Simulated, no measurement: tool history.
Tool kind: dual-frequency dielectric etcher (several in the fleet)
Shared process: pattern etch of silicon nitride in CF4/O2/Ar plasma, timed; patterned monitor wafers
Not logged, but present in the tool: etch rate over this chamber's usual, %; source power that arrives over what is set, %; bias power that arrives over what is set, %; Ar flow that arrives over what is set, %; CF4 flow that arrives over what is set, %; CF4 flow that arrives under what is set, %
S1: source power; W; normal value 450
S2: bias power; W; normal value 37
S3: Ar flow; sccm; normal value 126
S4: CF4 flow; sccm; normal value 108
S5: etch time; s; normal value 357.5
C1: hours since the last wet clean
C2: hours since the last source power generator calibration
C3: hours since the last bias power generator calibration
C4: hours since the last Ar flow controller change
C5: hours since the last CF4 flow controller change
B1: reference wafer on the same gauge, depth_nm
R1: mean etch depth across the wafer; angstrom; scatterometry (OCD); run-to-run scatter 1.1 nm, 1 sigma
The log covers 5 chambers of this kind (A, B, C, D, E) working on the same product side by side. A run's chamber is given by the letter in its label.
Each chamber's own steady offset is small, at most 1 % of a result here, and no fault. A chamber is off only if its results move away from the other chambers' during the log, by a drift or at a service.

run	day	S1	S2	S3	S4	S5	C1	C2	C3	C4	C5	B1	R1
1A	0.367	450	37	126	108	357.5	266.5	1629.1	1322.7	1781.6	2258.6	591.22	5487.2
2D	0.696	450	37	126	108	357.5	129.5	1122.5	2740.7	2168.2	911.9	591.12	5473.8
3E	1.108	450	37	126	108	357.5	147.3	635.7	438.2	1958.9	543.8	591.05	5449.6
4B	1.312	450	37	126	108	357.5	157.0	2613.2	918.8	502.6	1245.1	591.06	5405.4
# day 1.317: chamber A: Ar flow controller replaced
5C	1.758	450	37	126	108	357.5	356.6	2156.1	915.5	3116.7	1648.8	590.92	5488.0
6A	2.142	370	37	126	108	357.5	309.1	1671.7	1365.3	19.8	2301.2	590.77	4620.2
7B	2.521	370	37	126	108	357.5	186.0	2642.2	947.8	531.6	1274.1	590.96	4552.4
8E	2.888	370	37	126	108	357.5	190.0	678.4	480.9	2001.6	586.5	590.94	4587.6
9D	3.321	370	37	126	108	357.5	192.5	1185.5	2803.7	2231.2	974.9	591.37	4637.6
# day 3.388: chamber A: source power generator calibrated
10C	3.550	370	37	126	108	357.5	399.6	2199.1	958.5	3159.7	1691.8	591.00	4668.3
11E	3.796	450	37	126	108	357.5	211.8	700.2	502.7	2023.4	608.3	590.62	5463.1
12B	4.071	450	37	126	108	357.5	223.2	2679.4	985.0	568.8	1311.3	590.98	5418.0
13D	4.417	450	37	126	108	357.5	218.8	1211.8	2830.0	2257.5	1001.2	591.11	5471.3
14C	4.633	450	37	126	108	357.5	425.6	2225.1	984.5	3185.7	1717.8	591.44	5519.4
15A	5.088	450	37	126	108	357.5	379.8	40.9	1436.0	90.5	2371.9	590.97	5477.4
16C	5.383	450	37	126	108	357.5	443.6	2243.1	1002.5	3203.7	1735.8	591.22	5526.1
17B	5.596	450	37	126	108	357.5	259.8	2716.0	1021.6	605.4	1347.9	590.84	5403.9
18D	5.862	450	37	126	87	446.0	253.5	1246.5	2864.7	2292.2	1035.9	591.16	6624.4
19E	6.225	450	37	126	87	446.0	270.1	758.5	561.0	2081.7	666.6	590.80	6597.0
20A	6.567	450	37	126	87	446.0	415.3	76.4	1471.5	126.0	2407.4	590.68	6587.2
21B	6.996	450	37	126	87	446.0	293.4	2749.6	1055.2	639.0	1381.5	591.25	6529.6
22A	7.433	450	37	126	87	446.0	436.1	97.2	1492.3	146.8	2428.2	590.88	6618.4
23D	7.800	450	37	126	108	357.5	300.0	1293.0	2911.2	2338.7	1082.4	590.90	5445.2
# day 7.921: chamber E: wet clean of the chamber
24E	8.104	450	37	126	108	357.5	4.4	803.6	606.1	2126.8	711.7	591.15	5466.0
25C	8.467	450	37	126	108	357.5	517.6	2317.1	1076.5	3277.7	1809.8	591.46	5523.2
# day 8.658: chamber A: wet clean of the chamber
26B	8.850	450	37	126	108	357.5	337.9	2794.1	1099.7	683.5	1426.0	591.07	5390.3
27E	9.188	450	37	126	108	357.5	30.4	829.6	632.1	2152.8	737.7	590.93	5489.0
28A	9.633	450	37	126	108	357.5	23.4	150.0	1545.1	199.6	2481.0	590.99	5472.3
29C	10.004	450	37	126	108	357.5	554.5	2354.0	1113.4	3314.6	1846.7	591.00	5547.1
30D	10.212	450	37	126	108	357.5	357.9	1350.9	2969.1	2396.6	1140.3	590.97	5485.4
31E	10.650	450	37	126	108	357.5	65.5	864.7	667.2	2187.9	772.8	591.06	5470.0
32D	10.896	450	37	126	108	357.5	374.3	1367.3	2985.5	2413.0	1156.7	590.74	5472.7
33A	11.325	450	37	126	108	357.5	64.0	190.6	1585.7	240.2	2521.6	591.17	5462.9
34C	11.554	450	37	126	108	357.5	591.7	2391.2	1150.6	3351.8	1883.9	590.89	5559.3
35B	11.996	450	37	126	108	357.5	413.4	2869.6	1175.2	759.0	1501.5	590.92	5392.3

Predict what each chamber gives when all 5 of them run the settings below next.
36A	12.329	450	37	126	108	357.5							?
36B	12.329	450	37	126	108	357.5							?
36C	12.329	450	37	126	108	357.5							?
36D	12.329	450	37	126	108	357.5							?
36E	12.329	450	37	126	108	357.5							?

run	R1
36A	5459.1
36B	5392.6
36C	5565.3
36D	5468.7
36E	5458.1

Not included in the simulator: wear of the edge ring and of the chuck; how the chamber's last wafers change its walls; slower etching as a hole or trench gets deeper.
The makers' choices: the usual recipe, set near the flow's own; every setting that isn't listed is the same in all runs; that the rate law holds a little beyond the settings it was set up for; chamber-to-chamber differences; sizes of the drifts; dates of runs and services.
